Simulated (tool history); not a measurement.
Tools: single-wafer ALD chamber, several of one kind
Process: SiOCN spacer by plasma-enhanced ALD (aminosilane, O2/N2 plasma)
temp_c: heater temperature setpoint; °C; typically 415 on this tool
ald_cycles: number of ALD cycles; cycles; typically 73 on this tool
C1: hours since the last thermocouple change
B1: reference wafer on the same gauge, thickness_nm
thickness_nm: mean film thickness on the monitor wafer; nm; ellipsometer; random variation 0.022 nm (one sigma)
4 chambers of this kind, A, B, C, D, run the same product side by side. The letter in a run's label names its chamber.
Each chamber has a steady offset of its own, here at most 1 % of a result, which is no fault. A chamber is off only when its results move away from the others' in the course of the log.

{"run": "1C", "day": 0.271, "temp_c": 415, "ald_cycles": 73, "C1": 1565, "B1": 4.848, "thickness_nm": 4.2209}
{"run": "2B", "day": 0.767, "temp_c": 415, "ald_cycles": 73, "C1": 267.4, "B1": 4.854, "thickness_nm": 4.2239}
{"run": "3A", "day": 1.258, "temp_c": 415, "ald_cycles": 73, "C1": 445.6, "B1": 4.8468, "thickness_nm": 4.2115}
{"run": "4D", "day": 1.662, "temp_c": 415, "ald_cycles": 73, "C1": 1025.2, "B1": 4.8514, "thickness_nm": 4.2498}
{"run": "5B", "day": 2.121, "temp_c": 415, "ald_cycles": 73, "C1": 299.9, "B1": 4.8457, "thickness_nm": 4.244}
{"run": "6C", "day": 2.542, "temp_c": 415, "ald_cycles": 73, "C1": 1619.5, "B1": 4.844, "thickness_nm": 4.2058}
{"run": "7A", "day": 2.85, "temp_c": 425, "ald_cycles": 66, "C1": 483.8, "B1": 4.857, "thickness_nm": 3.6719}
{"run": "8D", "day": 3.125, "temp_c": 425, "ald_cycles": 66, "C1": 1060.3, "B1": 4.8493, "thickness_nm": 3.6872}
{"run": "9A", "day": 3.546, "temp_c": 425, "ald_cycles": 66, "C1": 500.5, "B1": 4.8478, "thickness_nm": 3.69}
{"run": "10C", "day": 3.958, "temp_c": 425, "ald_cycles": 66, "C1": 1653.5, "B1": 4.8517, "thickness_nm": 3.7188}
{"run": "11B", "day": 4.421, "temp_c": 415, "ald_cycles": 73, "C1": 355.1, "B1": 4.8456, "thickness_nm": 4.2469}
{"run": "12D", "day": 4.804, "temp_c": 415, "ald_cycles": 73, "C1": 1100.6, "B1": 4.8472, "thickness_nm": 4.239}
{"run": "13A", "day": 5.146, "temp_c": 415, "ald_cycles": 73, "C1": 538.9, "B1": 4.8477, "thickness_nm": 4.2419}
{"run": "14C", "day": 5.425, "temp_c": 415, "ald_cycles": 73, "C1": 1688.7, "B1": 4.848, "thickness_nm": 4.2039}
{"run": "15D", "day": 5.892, "temp_c": 415, "ald_cycles": 73, "C1": 1126.7, "B1": 4.8484, "thickness_nm": 4.2112}
{"run": "16B", "day": 6.338, "temp_c": 415, "ald_cycles": 73, "C1": 401.1, "B1": 4.8485, "thickness_nm": 4.2655}
{"run": "17C", "day": 6.738, "temp_c": 429, "ald_cycles": 82, "C1": 1720.2, "B1": 4.8537, "thickness_nm": 4.5104}
{"run": "18D", "day": 7.058, "temp_c": 429, "ald_cycles": 82, "C1": 1154.7, "B1": 4.8492, "thickness_nm": 4.535}
{"run": "19B", "day": 7.288, "temp_c": 429, "ald_cycles": 82, "C1": 423.9, "B1": 4.8513, "thickness_nm": 4.5439}
{"run": "20A", "day": 7.604, "temp_c": 429, "ald_cycles": 82, "C1": 597.9, "B1": 4.8517, "thickness_nm": 4.5213}
{"run": "21D", "day": 8.038, "temp_c": 415, "ald_cycles": 73, "C1": 1178.2, "B1": 4.8537, "thickness_nm": 4.2009}
{"run": "22A", "day": 8.342, "temp_c": 415, "ald_cycles": 73, "C1": 615.6, "B1": 4.8496, "thickness_nm": 4.2465}
{"run": "23C", "day": 8.779, "temp_c": 415, "ald_cycles": 73, "C1": 1769.2, "B1": 4.8414, "thickness_nm": 4.228}
{"run": "24B", "day": 9.196, "temp_c": 415, "ald_cycles": 73, "C1": 469.7, "B1": 4.8493, "thickness_nm": 4.2523}
{"run": "25A", "day": 9.625, "temp_c": 415, "ald_cycles": 73, "C1": 646.4, "B1": 4.8575, "thickness_nm": 4.223}
{"run": "26D", "day": 9.95, "temp_c": 415, "ald_cycles": 73, "C1": 1224.1, "B1": 4.8498, "thickness_nm": 4.2191}
{"run": "27C", "day": 10.467, "temp_c": 407, "ald_cycles": 73, "C1": 1809.7, "B1": 4.8469, "thickness_nm": 4.3443}
{"run": "28B", "day": 10.7, "temp_c": 407, "ald_cycles": 73, "C1": 505.8, "B1": 4.8552, "thickness_nm": 4.3462}
{"run": "29B", "day": 11.2, "temp_c": 407, "ald_cycles": 73, "C1": 517.8, "B1": 4.852, "thickness_nm": 4.3562}
{"run": "30C", "day": 11.446, "temp_c": 407, "ald_cycles": 73, "C1": 1833.2, "B1": 4.8509, "thickness_nm": 4.3421}
{"run": "31A", "day": 11.942, "temp_c": 415, "ald_cycles": 73, "C1": 702, "B1": 4.8522, "thickness_nm": 4.226}
{"run": "32D", "day": 12.204, "temp_c": 415, "ald_cycles": 73, "C1": 1278.2, "B1": 4.8601, "thickness_nm": 4.2154}
{"run": "33D", "day": 12.575, "temp_c": 415, "ald_cycles": 73, "C1": 1287.1, "B1": 4.8456, "thickness_nm": 4.2255}
{"run": "34B", "day": 12.858, "temp_c": 415, "ald_cycles": 73, "C1": 557.6, "B1": 4.8526, "thickness_nm": 4.2298}
{"run": "35C", "day": 13.183, "temp_c": 409, "ald_cycles": 73, "C1": 1874.9, "B1": 4.8511, "thickness_nm": 4.2713}
{"run": "36A", "day": 13.696, "temp_c": 409, "ald_cycles": 73, "C1": 744.1, "B1": 4.8454, "thickness_nm": 4.3034}
{"run": "37D", "day": 14.079, "temp_c": 409, "ald_cycles": 73, "C1": 1323.2, "B1": 4.8512, "thickness_nm": 4.3004}
{"run": "38A", "day": 14.375, "temp_c": 409, "ald_cycles": 73, "C1": 760.4, "B1": 4.8461, "thickness_nm": 4.2849}
{"run": "39C", "day": 14.75, "temp_c": 415, "ald_cycles": 81, "C1": 1912.5, "B1": 4.8548, "thickness_nm": 4.6937}

All 4 chambers run these settings next. Forecast each chamber's results:
{"run": "40A", "day": 15.121, "temp_c": 415, "ald_cycles": 85, "thickness_nm": "?"}
{"run": "40B", "day": 15.121, "temp_c": 415, "ald_cycles": 85, "thickness_nm": "?"}
{"run": "40C", "day": 15.121, "temp_c": 415, "ald_cycles": 85, "thickness_nm": "?"}
{"run": "40D", "day": 15.121, "temp_c": 415, "ald_cycles": 85, "thickness_nm": "?"}

run=40A thickness_nm=4.9119
run=40B thickness_nm=4.9225
run=40C thickness_nm=4.8816
run=40D thickness_nm=4.9145

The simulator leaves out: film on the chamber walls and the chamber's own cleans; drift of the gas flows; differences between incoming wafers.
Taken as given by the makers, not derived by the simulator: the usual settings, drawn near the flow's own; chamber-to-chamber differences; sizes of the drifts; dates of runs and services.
